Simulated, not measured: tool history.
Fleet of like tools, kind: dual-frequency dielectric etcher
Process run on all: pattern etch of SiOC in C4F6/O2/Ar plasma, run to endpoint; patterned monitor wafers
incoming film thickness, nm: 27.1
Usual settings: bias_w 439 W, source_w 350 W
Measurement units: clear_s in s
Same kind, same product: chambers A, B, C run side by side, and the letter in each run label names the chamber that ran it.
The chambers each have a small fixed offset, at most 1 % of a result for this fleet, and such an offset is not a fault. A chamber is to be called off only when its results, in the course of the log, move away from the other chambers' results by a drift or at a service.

run,hour,bias_w,source_w,clear_s
1A,9.0,439,350,10.0830
2C,19.9,439,350,10.0790
3B,29.1,439,350,9.9804
4B,38.1,439,350,10.0030
5C,45.7,385,440,9.7480
6A,57.1,385,440,9.7187
7C,68.1,385,440,9.6999
8A,77.2,439,350,10.1250
9B,83.9,439,350,9.9823
10C,89.1,439,350,10.0420
11A,94.5,439,350,10.1450
12B,105.6,476,350,9.6763
13C,116.4,476,350,9.8165
14B,127.2,476,350,9.5917
15A,136.4,439,350,9.9559
16A,143.0,439,350,10.0410
17C,151.7,394,380,10.1820
18B,161.8,394,380,10.1020
19B,168.4,394,380,10.0600
20C,177.0,439,350,10.0010
21A,186.9,439,350,9.8524
22C,199.0,439,350,10.0570
23B,208.2,483,350,9.5973
24A,218.0,483,350,9.5662
25A,224.5,483,350,9.5213
26B,236.0,439,350,9.9905
27C,244.0,439,350,10.0720
28A,249.8,439,350,9.8618
29B,258.0,439,350,9.9663
30C,265.5,439,350,10.0300
# hour 271.6: chamber C: wet clean of the chamber
31B,271.6,439,350,9.9461
32A,280.9,439,350,9.7738
33C,291.5,439,350,10.0490
34C,296.8,439,350,10.0370
35B,304.0,439,350,9.9814
36A,309.2,439,350,9.7865
# hour 310.7: chamber B: wet clean of the chamber
37A,315.8,439,350,9.7438
38B,322.1,439,350,9.9409
39C,330.7,439,350,9.9427
40A,337.7,439,350,9.6920

Next, every chamber runs the same settings. What will each give?
41A,346.4,439,390,?
41B,346.4,439,390,?
41C,346.4,439,390,?

run,clear_s
41A,9.2986
41B,9.5759
41C,9.7099

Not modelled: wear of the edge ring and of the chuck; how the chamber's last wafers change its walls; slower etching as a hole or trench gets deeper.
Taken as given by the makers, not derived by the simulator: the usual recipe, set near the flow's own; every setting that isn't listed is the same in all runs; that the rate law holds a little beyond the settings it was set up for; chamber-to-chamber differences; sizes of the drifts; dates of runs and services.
